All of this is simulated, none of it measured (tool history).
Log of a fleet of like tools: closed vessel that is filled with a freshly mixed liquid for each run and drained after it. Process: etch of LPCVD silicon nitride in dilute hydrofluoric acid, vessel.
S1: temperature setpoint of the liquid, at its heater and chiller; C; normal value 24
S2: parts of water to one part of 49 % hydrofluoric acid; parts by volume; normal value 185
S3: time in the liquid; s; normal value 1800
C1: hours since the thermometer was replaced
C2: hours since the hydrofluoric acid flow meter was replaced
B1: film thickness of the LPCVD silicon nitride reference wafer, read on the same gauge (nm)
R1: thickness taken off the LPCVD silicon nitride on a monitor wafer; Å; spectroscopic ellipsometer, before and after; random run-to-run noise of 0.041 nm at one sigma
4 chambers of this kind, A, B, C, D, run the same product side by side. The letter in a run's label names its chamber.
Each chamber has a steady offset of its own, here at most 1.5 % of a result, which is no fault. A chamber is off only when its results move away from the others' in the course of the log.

run   hour    S1   S2    S3      C1      C2      B1      R1
 1A   10.3    24  185  1800  2089.8   281.5  50.036  44.181
 2D   15.9    24  185  1800   373.6   549.4  50.007  42.915
 3C   24.1    24  185  1800   515.1   508.4  49.976  43.852
 4B   30.9    24  185  1800   100.7   790.4  50.007  43.606
 5A   41.3    24  185  1800  2120.8   312.5  49.984   43.36
 6D   51.2    24  185  1800   408.9   584.7  50.014  43.377
 7C   59.7    24  185  1800   550.7     544  49.949  44.184
 8B   69.6    24  185  1800   139.4   829.1  50.021  44.067
 9D   76.2    24  185  1800   433.9   609.7  49.984  43.014
10C   80.9    24  185  1800   571.9   565.2  50.016  44.066
11B   87.9    24  185  1800   157.7   847.4   50.03  45.112
12A   95.8    24  185  1195  2175.3     367  49.973  28.663
13C  105.1    24  185  1195   596.1   589.4  49.982  29.418
14D  111.3    24  185  1195     469   644.8  50.029  29.005
15A  117.1    24  185  1195  2196.6   388.3  49.979  28.718
16B  125.8    24  185  1800   195.6   885.3  50.026  44.029
17B    133    24  185  1800   202.8   892.5   50.02  43.884
18C  142.4  28.5  185  1800   633.4   626.7  50.036  58.972
19A  149.9  28.5  185  1800  2229.4   421.1  49.943  58.652
20D  155.4  28.5  185  1800   513.1   688.9      50  56.798
21D  161.1  28.5  185  1800   518.8   694.6  49.987  57.268
     165.3  -- chamber D: thermometer replaced
22C  166.2  20.5  185  2400   657.2   650.5  49.952   47.26
23A  173.1  20.5  185  2400  2252.6   444.3  50.009  46.715
24B    183  20.5  185  2400   252.8   942.5  50.009  46.248
25B  189.8  20.5  185  2400   259.6   949.3  49.974  46.681
26A  198.8    24  185  1800  2278.3     470  49.989  44.231
27C  207.5    21  185  1800   698.5   691.8  49.992  37.279
28D  215.5    21  185  1800    50.2     749  50.027  36.285
29B    224    21  185  1800   293.8   983.5  49.983   35.81
30A  234.3    21  185  1800  2313.8   505.5  50.022  36.084
31C  243.7    24  185  1800   734.7     728  50.009   46.06
32D  251.2    24  185  1800    85.9   784.7  50.011  43.356
33A  258.7    24  185  1800  2338.2   529.9  49.963  43.478
34C  268.3    24  185  1800   759.3   752.6  49.976  45.443
35D  273.7  25.5  185  2615   108.4   807.2  50.026   69.27
36B  279.8  25.5  185  2615   349.6  1039.3  50.022  69.774
37C  288.2  25.5  185  2615   779.2   772.5  50.014  74.259
38B  293.5  25.5  185  2615   363.3    1053  50.007  70.845
39A  298.9    24  185  1800  2378.4   570.1  49.987  44.297
40D  309.2    24  185  1800   143.9   842.7  50.001  43.375
41A  319.4    24  185  1800  2398.9   590.6  49.992  44.008

Each of the 4 chambers runs these same settings next. Fill in every chamber's results:
42A  327.1  24  185  1800               ?
42B  327.1  24  185  1800               ?
42C  327.1  24  185  1800               ?
42D  327.1  24  185  1800               ?

run      R1
42A  44.148
42B   43.41
42C  46.272
42D  43.308
